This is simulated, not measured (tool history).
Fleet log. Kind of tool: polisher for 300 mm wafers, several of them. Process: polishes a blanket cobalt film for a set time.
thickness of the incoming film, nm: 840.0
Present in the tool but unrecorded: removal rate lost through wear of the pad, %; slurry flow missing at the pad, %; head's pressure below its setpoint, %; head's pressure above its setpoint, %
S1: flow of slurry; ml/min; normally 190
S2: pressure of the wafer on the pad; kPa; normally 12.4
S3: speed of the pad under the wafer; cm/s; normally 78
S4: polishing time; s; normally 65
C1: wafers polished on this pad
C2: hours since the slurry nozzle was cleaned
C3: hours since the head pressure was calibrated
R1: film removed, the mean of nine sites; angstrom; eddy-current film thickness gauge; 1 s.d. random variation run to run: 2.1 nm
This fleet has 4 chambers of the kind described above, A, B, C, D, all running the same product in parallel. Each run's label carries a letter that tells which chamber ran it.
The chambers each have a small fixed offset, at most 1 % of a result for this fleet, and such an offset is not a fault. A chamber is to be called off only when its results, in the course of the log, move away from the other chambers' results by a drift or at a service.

run	day	S1	S2	S3	S4	C1	C2	C3	R1
# day 0.117: chamber A: worn pad replaced by a new one
1D	0.204	190	12.4	78	65	1075	175.5	234.8	2291.8
2B	0.350	190	12.4	78	65	518	74.1	313.1	2301.1
# day 0.471: chamber D: worn pad replaced by a new one
3A	0.583	190	12.4	78	65	167	332.8	236.9	2288.5
4C	0.788	190	12.4	78	65	622	272.7	606.2	2288.2
5A	0.983	190	12.4	78	65	310	342.4	246.5	2279.1
# day 1.008: chamber C: slurry nozzle cleaned
6B	1.104	190	12.4	78	65	787	92.2	331.2	2258.5
# day 1.183: chamber A: slurry nozzle cleaned
7D	1.254	190	12.4	78	65	279	200.7	260.0	2308.9
# day 1.396: chamber A: worn pad replaced by a new one
8C	1.438	190	12.4	78	65	854	10.3	621.8	2248.5
9D	1.558	190	12.4	78	65	387	208.0	267.3	2309.4
10A	1.700	190	12.4	78	65	108	12.5	263.7	2302.4
11B	1.883	190	12.4	78	65	1064	110.9	349.9	2268.4
12C	2.050	190	12.4	78	65	1072	25.0	636.5	2268.9
13D	2.183	250	12.4	78	80	610	223.0	282.3	2980.0
14C	2.425	250	12.4	78	80	1206	34.0	645.5	2906.8
15B	2.579	250	12.4	78	80	1312	127.6	366.6	2924.3
# day 2.642: chamber A: worn pad replaced by a new one
# day 2.712: chamber C: worn pad replaced by a new one
16A	2.779	250	12.4	78	80	50	38.4	289.6	2921.3
17D	2.938	190	12.4	78	65	879	241.1	300.4	2415.5
# day 3.025: chamber B: worn pad replaced by a new one
18A	3.058	190	10.3	78	65	149	45.1	296.3	1934.1
19C	3.200	190	10.3	78	65	174	52.6	664.1	1922.7
20B	3.321	190	10.3	78	65	105	145.4	384.4	1885.4
21D	3.571	190	10.3	78	65	1104	256.3	315.6	2054.7
22A	3.729	190	12.4	78	65	388	61.2	312.4	2295.7
# day 3.862: chamber D: worn pad replaced by a new one
23B	3.883	190	12.4	78	65	306	158.9	397.9	2285.5
# day 3.921: chamber A: worn pad replaced by a new one
24C	4.104	190	12.4	78	65	496	74.3	685.8	2269.8
25C	4.342	190	12.4	78	65	580	80.0	691.5	2279.9
26D	4.550	190	14.5	78	44	245	279.8	339.1	1982.4
27B	4.721	190	14.5	78	44	604	179.0	418.0	1774.8
28A	4.888	190	14.5	78	44	345	89.0	340.2	1779.7

Is one chamber off against the others, does the gauge drift, or is nothing wrong? If a chamber is off, say which, and what the likeliest cause is.

It is chamber D that slowly wanders off from its peers.
What lies behind it: head's pressure above its setpoint, % = 11.9.

Below are 4 candidate recipes for chamber D's next run, each the usual settings with a change, their results shown as question marks. Which of them brings D's results back in line with what the other chambers give on the usual settings?
Maximum distance from the other chambers' mean on the usual settings for a result to count as in line: R1 74.0 angstrom
29D-1	5.067	190	12.4	88	65				?
29D-2	5.067	190	12.4	78	58				?
29D-3	5.067	190	12.4	78	62				?
29D-4	5.067	190	12.4	80	66				?

Average result of the remaining chambers running the usual settings: R1 2279.7 angstrom
run	R1
29D-1	2893.9
29D-2	2287.5
29D-3	2445.2
29D-4	2670.1
With 29D-2, the chamber falls back in line with the rest.
